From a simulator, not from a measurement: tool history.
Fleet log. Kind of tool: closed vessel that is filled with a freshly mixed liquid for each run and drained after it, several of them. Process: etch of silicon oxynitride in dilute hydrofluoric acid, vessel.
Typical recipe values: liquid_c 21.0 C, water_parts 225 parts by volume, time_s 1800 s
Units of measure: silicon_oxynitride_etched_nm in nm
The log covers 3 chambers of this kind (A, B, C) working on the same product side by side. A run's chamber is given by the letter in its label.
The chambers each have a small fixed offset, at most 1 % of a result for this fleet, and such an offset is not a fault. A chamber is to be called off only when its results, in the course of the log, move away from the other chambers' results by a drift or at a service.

| run | day | liquid_c | water_parts | time_s | hours since the thermometer was replaced | hours since the hydrofluoric acid flow meter was replaced | read-back film thickness of the silicon oxynitride reference wafer, read on the same gauge (nm) | silicon_oxynitride_etched_nm |
|---|---|---|---|---|---|---|---|---|
| 1B | 0.225 | 21.0 | 225 | 1800 | 883.3 | 883.2 | 79.971 | 9.2614 |
| 2C | 0.354 | 21.0 | 225 | 1800 | 1931.4 | 427.1 | 80.016 | 9.0548 |
| 3A | 0.588 | 21.0 | 225 | 1800 | 363.4 | 131.7 | 80.020 | 9.1634 |
| 4A | 0.842 | 21.0 | 225 | 1800 | 369.5 | 137.8 | 80.034 | 9.1682 |
| 5B | 1.104 | 21.0 | 225 | 1800 | 904.4 | 904.3 | 79.957 | 9.0121 |
| 6C | 1.296 | 21.0 | 225 | 1800 | 1954.0 | 449.7 | 80.052 | 9.2925 |
| 7A | 1.425 | 21.0 | 225 | 1800 | 383.5 | 151.8 | 79.999 | 9.2266 |
| 8C | 1.712 | 21.0 | 225 | 1800 | 1964.0 | 459.7 | 80.007 | 9.1973 |
| 9B | 1.996 | 21.0 | 225 | 1800 | 925.8 | 925.7 | 79.969 | 9.1116 |
| 10A | 2.229 | 21.0 | 225 | 1800 | 402.8 | 171.1 | 79.970 | 9.1153 |
| 11B | 2.412 | 21.0 | 225 | 1800 | 935.8 | 935.7 | 80.028 | 9.0276 |
| 12C | 2.567 | 21.0 | 225 | 1800 | 1984.5 | 480.2 | 80.022 | 9.0833 |
| 13A | 2.754 | 21.0 | 225 | 1800 | 415.4 | 183.7 | 79.984 | 9.1293 |
| 14B | 3.000 | 18.5 | 225 | 1800 | 949.9 | 949.8 | 80.001 | 8.0185 |
| 15C | 3.258 | 18.5 | 225 | 1800 | 2001.1 | 496.8 | 80.019 | 8.2801 |
| 16B | 3.504 | 18.5 | 225 | 1800 | 962.0 | 961.9 | 79.981 | 7.9319 |
| 17A | 3.725 | 21.0 | 225 | 1800 | 438.7 | 207.0 | 80.017 | 9.2642 |
| 18C | 3.962 | 21.0 | 225 | 1800 | 2018.0 | 513.7 | 80.025 | 9.0206 |
| 19B | 4.167 | 21.0 | 225 | 1800 | 977.9 | 977.8 | 79.997 | 8.9806 |
| 20C | 4.388 | 21.0 | 225 | 1800 | 2028.2 | 523.9 | 80.035 | 9.1972 |
| 21A | 4.625 | 21.0 | 225 | 1800 | 460.3 | 228.6 | 79.987 | 9.2063 |
| 22A | 4.775 | 21.0 | 225 | 1800 | 463.9 | 232.2 | 80.019 | 9.3307 |
| 23C | 4.925 | 21.0 | 225 | 1800 | 2041.1 | 536.8 | 80.028 | 9.3660 |
| 24B | 5.108 | 21.0 | 225 | 1800 | 1000.5 | 1000.4 | 79.994 | 8.7382 |
| 25B | 5.271 | 21.0 | 225 | 1800 | 1004.4 | 1004.3 | 80.007 | 8.6534 |
| 26C | 5.417 | 21.0 | 225 | 1800 | 2052.9 | 548.6 | 79.992 | 9.0378 |
| 27A | 5.671 | 21.0 | 225 | 1800 | 485.4 | 253.7 | 80.041 | 9.1541 |
| 28B | 5.958 | 21.0 | 225 | 1800 | 1020.9 | 1020.8 | 80.024 | 8.5995 |
| 29C | 6.208 | 21.0 | 225 | 1800 | 2071.9 | 567.6 | 79.943 | 9.2220 |
| 30A | 6.371 | 21.0 | 225 | 1800 | 502.2 | 270.5 | 79.992 | 9.1993 |
| 31B | 6.642 | 23.5 | 225 | 910 | 1037.3 | 1037.2 | 80.009 | 4.7859 |
| 32C | 6.871 | 23.5 | 225 | 910 | 2087.8 | 583.5 | 80.031 | 5.1661 |
| 33A | 7.012 | 23.5 | 225 | 910 | 517.6 | 285.9 | 79.987 | 5.1229 |
| 34B | 7.146 | 21.0 | 225 | 1800 | 1049.4 | 1049.3 | 79.976 | 8.4794 |
| 35A | 7.325 | 21.0 | 225 | 1800 | 525.1 | 293.4 | 79.988 | 9.0168 |
| 36C | 7.512 | 21.0 | 225 | 1800 | 2103.2 | 598.9 | 80.010 | 9.1932 |
| 37A | 7.692 | 21.0 | 225 | 1000 | 533.9 | 302.2 | 79.961 | 5.0664 |
| 38B | 7.821 | 21.0 | 225 | 1000 | 1065.6 | 1065.5 | 80.020 | 4.6076 |
| 39C | 8.012 | 21.0 | 225 | 1000 | 2115.2 | 610.9 | 79.982 | 5.0907 |
| 40A | 8.188 | 21.0 | 225 | 1800 | 545.8 | 314.1 | 80.006 | 9.0704 |
| 41B | 8.350 | 21.0 | 225 | 1800 | 1078.3 | 1078.2 | 79.982 | 8.3313 |
| 42C | 8.588 | 21.0 | 225 | 1800 | 2129.0 | 624.7 | 79.984 | 9.1630 |

Read the log: is a single chamber off, either drifting away or since a service, is the gauge that measures every chamber drifting, or is nothing wrong beyond small per-chamber offsets? Name any odd chamber and what most likely caused it.

It is chamber B that slowly wanders off from its peers.
What lies behind it: hydrofluoric acid flow below the setpoint (%) = 9.19.
The log may not tell that from: liquid colder than its thermometer reads (K).

Here are 4 candidates for chamber B's next run, each the usual settings with a change, their results left as question marks. Which one brings its results back in line with what the others give on the usual settings?
Maximum distance from the other chambers' mean on the usual settings for a result to count as in line: silicon_oxynitride_etched_nm 0.3100 nm
| 43B-1 | 8.796 | 21.0 | 235 | 1700 |  |  |  | ? |
| 43B-2 | 8.796 | 21.0 | 225 | 2195 |  |  |  | ? |
| 43B-3 | 8.796 | 21.5 | 225 | 1980 |  |  |  | ? |
| 43B-4 | 8.796 | 21.0 | 225 | 1475 |  |  |  | ? |

Usual-settings mean across the other chambers: silicon_oxynitride_etched_nm 9.1746 nm
| run | silicon_oxynitride_etched_nm |
|---|---|
| 43B-1 | 7.2994 |
| 43B-2 | 9.9212 |
| 43B-3 | 9.1520 |
| 43B-4 | 6.6669 |
The right change is 43B-3: it brings the chamber back within the allowed miss of the others.

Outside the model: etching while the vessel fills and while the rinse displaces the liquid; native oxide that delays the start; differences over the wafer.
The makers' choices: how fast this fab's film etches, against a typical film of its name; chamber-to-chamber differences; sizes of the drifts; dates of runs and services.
